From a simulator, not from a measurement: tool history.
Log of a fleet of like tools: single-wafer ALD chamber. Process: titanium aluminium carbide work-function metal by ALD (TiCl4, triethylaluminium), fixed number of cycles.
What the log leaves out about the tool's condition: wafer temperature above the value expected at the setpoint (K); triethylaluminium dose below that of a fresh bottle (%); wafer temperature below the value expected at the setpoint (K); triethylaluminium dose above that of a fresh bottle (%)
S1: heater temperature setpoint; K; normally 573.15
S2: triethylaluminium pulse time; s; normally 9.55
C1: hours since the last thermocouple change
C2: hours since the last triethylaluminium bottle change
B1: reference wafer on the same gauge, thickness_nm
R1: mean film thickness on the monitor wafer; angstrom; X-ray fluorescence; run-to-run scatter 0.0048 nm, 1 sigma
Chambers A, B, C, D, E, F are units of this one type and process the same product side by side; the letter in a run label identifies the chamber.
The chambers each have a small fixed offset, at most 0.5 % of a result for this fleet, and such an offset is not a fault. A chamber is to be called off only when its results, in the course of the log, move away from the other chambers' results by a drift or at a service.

run   hour      S1     S2      C1      C2      B1      R1
 1E   10.1  573.15   9.55   567.8   559.1  1.7890  19.934
 2A   25.8  573.15   9.55  1673.9    86.4  1.7897  19.860
 3D   32.8  573.15   9.55   944.4  1249.0  1.7904  19.907
 4C   47.3  573.15   9.55   491.3   532.4  1.7890  19.835
 5F   58.0  573.15   9.55  1480.1   189.4  1.7913  19.864
 6B   67.1  573.15   9.55   372.7  1215.3  1.7891  19.954
 7F   80.6  573.15   9.55  1502.7   212.0  1.7898  19.826
 8D   93.8  573.15   9.55  1005.4  1310.0  1.7888  19.906
 9B  107.2  573.15   9.55   412.8  1255.4  1.7899  19.985
10A  119.3  567.15  11.60  1767.4   179.9  1.7890  19.715
11E  130.5  567.15  11.60   688.2   679.5  1.7900  19.872
12C  143.2  567.15  11.60   587.2   628.3  1.7904  19.625
13B  157.1  567.15  11.60   462.7  1305.3  1.7900  19.632
14C  166.0  567.15  11.60   610.0   651.1  1.7903  19.593
15F  180.3  567.15  11.60  1602.4   311.7  1.7891  19.611
16A  189.4  573.15   9.55  1837.5   250.0  1.7903  19.897
17E  199.4  573.15   9.55   757.1   748.4  1.7890  19.989
18D  212.9  573.15   9.55  1124.5  1429.1  1.7896  19.897
19F  228.7  573.15   9.55  1650.8   360.1  1.7900  19.817
20C  235.9  573.15   9.55   679.9   721.0  1.7899  19.640
21E  246.4  573.15   9.55   804.1   795.4  1.7894  19.987
22A  253.5  573.15   9.55  1901.6   314.1  1.7893  19.835
23D  265.7  573.15   9.55  1177.3  1481.9  1.7896  19.926
24B  277.1  573.15   9.55   582.7  1425.3  1.7901  19.860
25F  287.9  573.15   9.55  1710.0   419.3  1.7902  19.782
26E  295.1  573.15   9.55   852.8   844.1  1.7893  19.986
27B  310.9  573.15   9.55   616.5  1459.1  1.7891  19.882
     319.6  -- chamber A: thermocouple changed; heater temperature recalibrated
28C  322.5  573.15   9.55   766.5   807.6  1.7886  19.411
29D  335.3  573.15   9.55  1246.9  1551.5  1.7901  19.903
30A  350.9  578.15   9.55    31.3   411.5  1.7891  20.250
31C  362.5  578.15   9.55   806.5   847.6  1.7898  19.644
32E  377.1  578.15   9.55   934.8   926.1  1.7893  20.416
33B  391.8  578.15   9.55   697.4  1540.0  1.7902  20.299
34F  402.6  578.15   9.55  1824.7   534.0  1.7893  20.157
35A  418.1  578.15   9.55    98.5   478.7  1.7913  20.287
36D  433.0  573.15   9.55  1344.6  1649.2  1.7902  19.899

Next, every chamber runs the same settings. What will each give?
37A  444.2  573.15  9.55               ?
37B  444.2  573.15  9.55               ?
37C  444.2  573.15  9.55               ?
37D  444.2  573.15  9.55               ?
37E  444.2  573.15  9.55               ?
37F  444.2  573.15  9.55               ?

run      R1
37A  19.914
37B  19.911
37C  19.028
37D  19.856
37E  19.919
37F  19.731
